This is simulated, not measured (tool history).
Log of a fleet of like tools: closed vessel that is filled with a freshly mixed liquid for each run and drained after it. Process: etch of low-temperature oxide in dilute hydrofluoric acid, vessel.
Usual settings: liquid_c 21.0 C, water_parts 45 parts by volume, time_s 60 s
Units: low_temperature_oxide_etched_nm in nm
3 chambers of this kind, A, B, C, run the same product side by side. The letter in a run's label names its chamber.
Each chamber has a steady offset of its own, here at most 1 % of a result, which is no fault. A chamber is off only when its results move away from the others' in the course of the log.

| run | hour | liquid_c | water_parts | time_s | read-back film thickness of the low-temperature oxide reference wafer, read on the same gauge (nm) | low_temperature_oxide_etched_nm |
|---|---|---|---|---|---|---|
| 1A | 4.3 | 21.0 | 45 | 60 | 120.01 | 29.176 |
| 2B | 7.4 | 21.0 | 45 | 60 | 120.01 | 28.752 |
| 3C | 10.4 | 21.0 | 45 | 60 | 120.01 | 28.693 |
| 4B | 14.8 | 21.0 | 45 | 60 | 119.99 | 29.000 |
| 5C | 19.0 | 21.0 | 45 | 60 | 120.00 | 28.930 |
| 6A | 22.3 | 21.0 | 45 | 60 | 119.99 | 29.020 |
| 7C | 25.4 | 21.0 | 45 | 60 | 119.99 | 28.261 |
| 8A | 28.1 | 21.0 | 45 | 60 | 120.00 | 28.991 |
| 9B | 32.2 | 21.0 | 45 | 60 | 120.02 | 29.000 |
| 10A | 36.5 | 21.0 | 45 | 60 | 120.00 | 29.057 |
| 11B | 40.3 | 21.0 | 45 | 60 | 120.00 | 29.228 |
| 12C | 44.2 | 21.0 | 50 | 60 | 119.99 | 25.783 |
| 13B | 48.6 | 21.0 | 50 | 60 | 120.00 | 25.804 |
| 14A | 52.5 | 21.0 | 50 | 60 | 119.99 | 25.819 |
| 15C | 57.4 | 21.0 | 45 | 60 | 120.01 | 28.734 |
| 16A | 60.8 | 21.0 | 45 | 60 | 120.02 | 28.743 |
| 17C | 63.7 | 21.0 | 45 | 60 | 120.01 | 28.884 |
| 18B | 66.8 | 21.0 | 45 | 60 | 120.02 | 29.223 |
| 19B | 71.6 | 21.0 | 45 | 60 | 120.00 | 29.151 |
| 20C | 73.9 | 21.0 | 45 | 60 | 120.01 | 29.135 |
| 21A | 76.5 | 21.0 | 45 | 60 | 119.98 | 28.224 |
| 22A | 79.3 | 21.0 | 45 | 60 | 120.02 | 28.120 |
| 23B | 82.7 | 21.0 | 45 | 60 | 120.00 | 29.150 |
| 24C | 85.9 | 21.0 | 45 | 60 | 119.99 | 28.777 |
| 25B | 89.4 | 21.0 | 45 | 60 | 119.99 | 28.939 |
| 26A | 93.4 | 21.0 | 45 | 60 | 119.99 | 27.834 |
| 27C | 98.0 | 21.0 | 45 | 60 | 120.00 | 28.835 |
| 28C | 100.2 | 21.0 | 45 | 60 | 120.00 | 29.076 |
| 29B | 102.3 | 21.0 | 45 | 60 | 120.01 | 29.002 |
| 30A | 106.1 | 21.0 | 45 | 60 | 120.01 | 27.060 |
|  | 108.3 | chamber C: hydrofluoric acid flow meter replaced |
| 31A | 110.6 | 21.0 | 45 | 60 | 119.98 | 27.379 |
| 32B | 112.9 | 21.0 | 45 | 60 | 119.99 | 29.081 |
| 33C | 117.2 | 23.5 | 45 | 40 | 120.00 | 21.226 |
| 34B | 120.5 | 23.5 | 45 | 40 | 120.00 | 21.599 |
| 35A | 124.5 | 23.5 | 45 | 40 | 120.00 | 20.041 |
| 36C | 128.6 | 21.0 | 45 | 60 | 119.98 | 29.111 |
| 37A | 131.4 | 21.0 | 45 | 60 | 119.99 | 26.690 |

Next, every chamber runs the same settings. What will each give?
| 38A | 134.9 | 21.0 | 45 | 30 |  | ? |
| 38B | 134.9 | 21.0 | 45 | 30 |  | ? |
| 38C | 134.9 | 21.0 | 45 | 30 |  | ? |

| run | low_temperature_oxide_etched_nm |
|---|---|
| 38A | 13.345 |
| 38B | 14.541 |
| 38C | 14.567 |

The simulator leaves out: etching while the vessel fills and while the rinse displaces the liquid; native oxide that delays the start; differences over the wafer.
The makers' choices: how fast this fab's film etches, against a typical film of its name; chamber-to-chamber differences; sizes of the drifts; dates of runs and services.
